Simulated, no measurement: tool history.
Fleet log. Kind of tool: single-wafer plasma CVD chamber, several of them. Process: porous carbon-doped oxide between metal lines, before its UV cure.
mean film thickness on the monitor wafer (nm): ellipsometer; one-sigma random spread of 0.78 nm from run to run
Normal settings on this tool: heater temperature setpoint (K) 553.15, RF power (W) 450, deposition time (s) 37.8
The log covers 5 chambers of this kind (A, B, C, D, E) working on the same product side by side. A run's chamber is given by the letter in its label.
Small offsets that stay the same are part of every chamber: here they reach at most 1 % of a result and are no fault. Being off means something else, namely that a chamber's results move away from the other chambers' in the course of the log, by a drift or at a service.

run   hour  heater temperature setpoint (K)  RF power (W)  deposition time (s)  read-back reference wafer on the same gauge, thickness_nm  mean film thickness on the monitor wafer (nm)
 1A    3.7                           553.15           450                 37.8                                                     205.91                                         212.20
 2D   10.6                           553.15           450                 37.8                                                     205.80                                         211.04
 3E   16.0                           553.15           450                 37.8                                                     205.92                                         214.51
 4C   22.3                           553.15           450                 37.8                                                     205.91                                         213.72
 5B   27.5                           553.15           450                 37.8                                                     205.92                                         211.61
 6A   35.4                           553.15           450                 37.8                                                     206.12                                         210.89
 7E   39.3                           553.15           450                 37.8                                                     205.93                                         214.77
 8C   43.1                           553.15           450                 37.8                                                     206.14                                         213.56
 9D   50.0                           553.15           450                 37.8                                                     205.97                                         211.42
10B   56.6                           553.15           450                 37.8                                                     206.00                                         211.15
11E   64.2                           553.15           450                 37.8                                                     205.99                                         213.93
12A   71.1                           553.15           450                 37.8                                                     206.04                                         213.51
13B   76.6                           553.15           450                 37.8                                                     205.90                                         212.81
14C   82.2                           553.15           450                 37.8                                                     205.95                                         215.15
15D   89.6                           553.15           450                 37.8                                                     206.05                                         211.89
16D   96.9                           553.15           450                 37.8                                                     205.82                                         211.60
17C  101.5                           553.15           450                 37.8                                                     205.85                                         212.83
18B  105.3                           553.15           450                 37.8                                                     206.15                                         212.14
19E  112.6                           553.15           535                 45.0                                                     205.89                                         282.67
20A  117.6                           553.15           535                 45.0                                                     205.99                                         283.25
21B  122.6                           553.15           535                 45.0                                                     205.98                                         282.84
22E  127.1                           553.15           535                 45.0                                                     206.02                                         280.95
23C  134.4                           553.15           535                 45.0                                                     206.03                                         286.69
24D  140.2                           553.15           450                 37.8                                                     206.25                                         212.14
25A  147.4                           553.15           450                 37.8                                                     206.09                                         213.54
26D  155.1                           553.15           450                 37.8                                                     205.84                                         212.45
27C  160.1                           553.15           450                 37.8                                                     205.75                                         215.19
28E  165.1                           553.15           370                 37.8                                                     205.89                                         178.86
29A  168.6                           553.15           370                 37.8                                                     206.09                                         181.93
30B  176.1                           553.15           370                 37.8                                                     205.99                                         182.46
31E  181.2                           553.15           370                 37.8                                                     205.96                                         178.66
32B  188.7                           553.15           370                 37.8                                                     206.06                                         184.60
33C  195.4                           553.15           450                 37.8                                                     206.22                                         213.57

All chambers now run identical settings, listed one chamber a line with results as question marks. What results will each chamber show?
34A  201.1                           553.15           450                 37.8                                                                                                         ?
34B  201.1                           553.15           450                 37.8                                                                                                         ?
34C  201.1                           553.15           450                 37.8                                                                                                         ?
34D  201.1                           553.15           450                 37.8                                                                                                         ?
34E  201.1                           553.15           450                 37.8                                                                                                         ?

run  mean film thickness on the monitor wafer (nm)
34A                                         211.35
34B                                         212.44
34C                                         215.04
34D                                         211.74
34E                                         205.98
